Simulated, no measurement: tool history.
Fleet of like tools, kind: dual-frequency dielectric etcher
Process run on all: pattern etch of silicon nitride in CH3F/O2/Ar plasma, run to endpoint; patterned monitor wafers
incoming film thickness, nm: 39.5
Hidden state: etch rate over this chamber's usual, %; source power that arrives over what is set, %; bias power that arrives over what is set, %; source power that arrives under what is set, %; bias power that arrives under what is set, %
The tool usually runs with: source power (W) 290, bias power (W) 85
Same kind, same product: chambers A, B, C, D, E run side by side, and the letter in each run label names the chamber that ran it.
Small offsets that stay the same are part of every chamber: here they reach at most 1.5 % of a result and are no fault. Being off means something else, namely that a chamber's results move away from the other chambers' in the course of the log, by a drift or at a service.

run,hour,source power (W),bias power (W),hours since the last wet clean,hours since the last source power generator calibration,hours since the last bias power generator calibration,endpoint time (s)
1C,9.7,290,85,147.6,354.0,2676.9,61.275
2E,20.9,290,85,327.5,837.6,1382.8,61.134
3B,30.2,290,85,256.0,2765.7,1532.7,59.840
4A,37.8,290,85,373.4,1454.1,1649.4,60.319
5D,44.2,290,85,351.7,570.3,3227.2,60.481
6D,56.9,320,91,364.4,583.0,3239.9,57.133
# hour 64.6: chamber A: wet clean of the chamber
7A,70.1,320,91,5.5,1486.4,1681.7,56.912
8B,77.7,320,91,303.5,2813.2,1580.2,56.118
9C,85.7,320,91,223.6,430.0,2752.9,57.701
10E,93.6,320,91,400.2,910.3,1455.5,57.418
# hour 94.3: chamber B: wet clean of the chamber
11B,103.6,290,85,9.4,2839.1,1606.1,60.272
12D,115.7,290,78,423.2,641.8,3298.7,62.294
13E,128.5,290,78,435.1,945.2,1490.4,62.828
14A,138.9,290,78,74.3,1555.2,1750.5,62.574
15C,151.6,290,78,289.5,495.9,2818.8,62.922
16B,162.1,290,78,67.9,2897.6,1664.6,61.799
# hour 163.3: chamber D: wet clean of the chamber
17D,173.7,290,85,10.5,699.8,3356.7,60.001
18A,185.2,290,85,120.6,1601.5,1796.8,60.744
19E,197.5,290,85,504.1,1014.2,1559.4,61.315
# hour 199.0: chamber E: wet clean of the chamber
# hour 201.4: chamber C: bias power generator calibrated
20C,211.0,290,85,348.9,555.3,9.7,61.142
21C,217.5,290,85,355.4,561.8,16.2,61.438
22E,224.6,290,85,25.6,1041.3,1586.5,61.135
23A,233.7,340,85,169.1,1650.0,1845.3,57.431
24D,239.7,340,85,76.5,765.8,3422.7,57.159
25B,247.8,340,85,153.6,2983.3,1750.3,56.539
26D,259.1,340,85,95.9,785.2,3442.1,56.592
27C,269.3,340,85,407.2,613.6,68.0,57.975
28A,280.4,290,85,215.8,1696.7,1892.0,60.313
29B,291.8,340,68,197.6,3027.3,1794.3,61.537
30E,302.9,340,68,103.9,1119.6,1664.8,62.427
31C,314.1,340,68,452.0,658.4,112.8,62.246
32E,322.1,340,68,123.1,1138.8,1684.0,62.321
# hour 324.1: chamber D: bias power generator calibrated
33B,331.2,340,68,237.0,3066.7,1833.7,61.603
34A,342.2,290,85,277.6,1758.5,1953.8,60.738
35D,356.1,290,85,192.9,882.2,32.1,60.736
# hour 356.4: chamber C: wet clean of the chamber
36D,364.9,290,85,201.7,891.0,40.9,60.485
37C,375.7,290,85,19.3,720.0,174.4,61.276
38B,382.7,290,85,288.5,3118.2,1885.2,60.085
39E,390.1,290,85,191.1,1206.8,1752.0,61.169
40A,402.1,290,85,337.5,1818.4,2013.7,60.472

Each of the 5 chambers runs these same settings next. Fill in every chamber's results:
41A,412.2,290,85,,,,?
41B,412.2,290,85,,,,?
41C,412.2,290,85,,,,?
41D,412.2,290,85,,,,?
41E,412.2,290,85,,,,?

run,endpoint time (s)
41A,60.471
41B,60.438
41C,61.191
41D,60.701
41E,61.450

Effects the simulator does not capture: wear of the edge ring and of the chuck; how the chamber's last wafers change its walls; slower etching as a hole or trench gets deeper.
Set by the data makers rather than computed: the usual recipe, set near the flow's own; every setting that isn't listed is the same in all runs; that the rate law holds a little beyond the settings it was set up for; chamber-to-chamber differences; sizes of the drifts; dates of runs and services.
